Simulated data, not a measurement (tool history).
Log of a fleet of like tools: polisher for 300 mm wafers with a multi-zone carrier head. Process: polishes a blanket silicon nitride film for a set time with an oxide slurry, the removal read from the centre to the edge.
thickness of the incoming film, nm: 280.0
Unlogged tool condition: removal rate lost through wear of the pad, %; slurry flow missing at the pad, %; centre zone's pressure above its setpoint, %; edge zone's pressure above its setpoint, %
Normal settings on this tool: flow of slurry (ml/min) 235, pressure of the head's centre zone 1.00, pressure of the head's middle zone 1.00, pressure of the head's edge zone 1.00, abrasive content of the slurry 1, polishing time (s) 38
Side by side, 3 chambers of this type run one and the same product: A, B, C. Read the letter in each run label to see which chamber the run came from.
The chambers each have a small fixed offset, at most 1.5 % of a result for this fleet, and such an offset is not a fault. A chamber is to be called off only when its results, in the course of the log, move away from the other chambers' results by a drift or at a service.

run	hour	flow of slurry (ml/min)	pressure of the head's centre zone	pressure of the head's middle zone	pressure of the head's edge zone	abrasive content of the slurry	polishing time (s)	wafers polished on this pad	hours since the slurry nozzle was cleaned	hours since the centre zone pressure was calibrated	hours since the edge zone pressure was calibrated	film removed at the wafer's centre (Å)	film removed at mid-radius (Å)	film removed at the wafer's edge (Å)
# hour 7.1: chamber A: worn pad replaced by a new one
1C	7.4	235	1.00	1.00	1.00	1	38	397	254.1	353.8	184.7	205.45	209.81	208.06
2A	12.1	235	1.00	1.00	1.00	1	38	50	96.8	417.4	296.7	211.99	209.20	212.59
3B	16.4	235	1.00	1.00	1.00	1	38	439	100.6	1079.6	179.8	203.84	206.96	206.38
4B	21.6	235	1.00	1.00	1.00	1	38	491	105.8	1084.8	185.0	208.48	207.62	209.77
5A	27.2	235	1.00	1.00	1.00	1	38	201	111.9	432.5	311.8	210.25	209.90	207.05
6C	36.6	235	1.00	1.00	1.00	1	38	689	283.3	383.0	213.9	207.26	212.08	211.58
7B	45.6	235	1.00	1.00	1.00	1	38	730	129.8	1108.8	209.0	211.50	204.76	208.19
# hour 53.4: chamber B: worn pad replaced by a new one
8C	53.4	235	1.00	1.07	1.06	1	38	856	300.1	399.8	230.7	207.48	218.40	217.19
9A	59.9	235	1.00	1.07	1.06	1	38	528	144.6	465.2	344.5	208.83	225.53	214.87
10C	65.1	235	1.00	1.07	1.06	1	38	973	311.8	411.5	242.4	210.42	223.37	215.36
# hour 66.3: chamber B: centre zone pressure recalibrated
11A	69.3	235	1.00	1.00	1.00	1	38	621	154.0	474.6	353.9	211.26	209.91	209.56
12B	78.2	235	0.90	1.00	1.00	1	28	248	162.4	11.9	241.6	140.12	153.56	154.50
13B	87.8	235	0.90	1.00	1.00	1	28	343	172.0	21.5	251.2	137.36	153.60	155.22
# hour 92.9: chamber C: worn pad replaced by a new one
14A	95.7	235	0.90	1.00	1.00	1	28	885	180.4	501.0	380.3	138.50	153.16	153.41
15C	100.4	285	1.00	1.00	1.00	1	26	75	347.1	446.8	277.7	149.30	147.59	145.41
16A	108.1	285	1.00	1.00	1.00	1	26	1009	192.8	513.4	392.7	146.61	147.22	144.72
17B	114.0	285	1.00	1.00	1.00	1	26	605	198.2	47.7	277.4	145.62	145.16	142.50
# hour 117.1: chamber B: worn pad replaced by a new one
# hour 118.6: chamber A: worn pad replaced by a new one
18C	123.3	235	1.00	1.00	1.00	1	38	304	370.0	469.7	300.6	206.08	209.86	211.28
19C	132.4	235	1.00	1.00	1.00	1	38	395	379.1	478.8	309.7	211.93	208.37	211.03
20B	140.4	310	1.00	1.00	1.00	1	38	233	224.6	74.1	303.8	217.57	213.87	212.82
21A	146.1	310	1.00	1.00	1.00	1	38	275	230.8	551.4	430.7	217.99	214.32	211.48
# hour 153.3: chamber C: centre zone pressure recalibrated
22C	155.2	310	1.00	1.00	1.00	1	38	623	401.9	2.0	332.5	216.22	215.28	217.86
23A	162.7	235	1.00	1.08	1.00	1	38	441	247.4	568.0	447.3	208.14	223.98	211.45
24B	169.9	235	1.00	1.08	1.00	1	38	527	254.1	103.6	333.3	211.71	220.33	212.27
25C	178.2	235	1.00	1.08	1.00	1	38	852	424.9	25.0	355.5	208.91	224.81	210.04

All chambers now run identical settings, listed one chamber a line with results as question marks. What results will each chamber show?
26A	185.2	235	1.06	1.00	1.00	1	38					?	?	?
26B	185.2	235	1.06	1.00	1.00	1	38					?	?	?
26C	185.2	235	1.06	1.00	1.00	1	38					?	?	?

run	film removed at the wafer's centre (Å)	film removed at mid-radius (Å)	film removed at the wafer's edge (Å)
26A	219.46	208.37	210.28
26B	224.01	206.42	203.44
26C	222.34	212.44	205.79
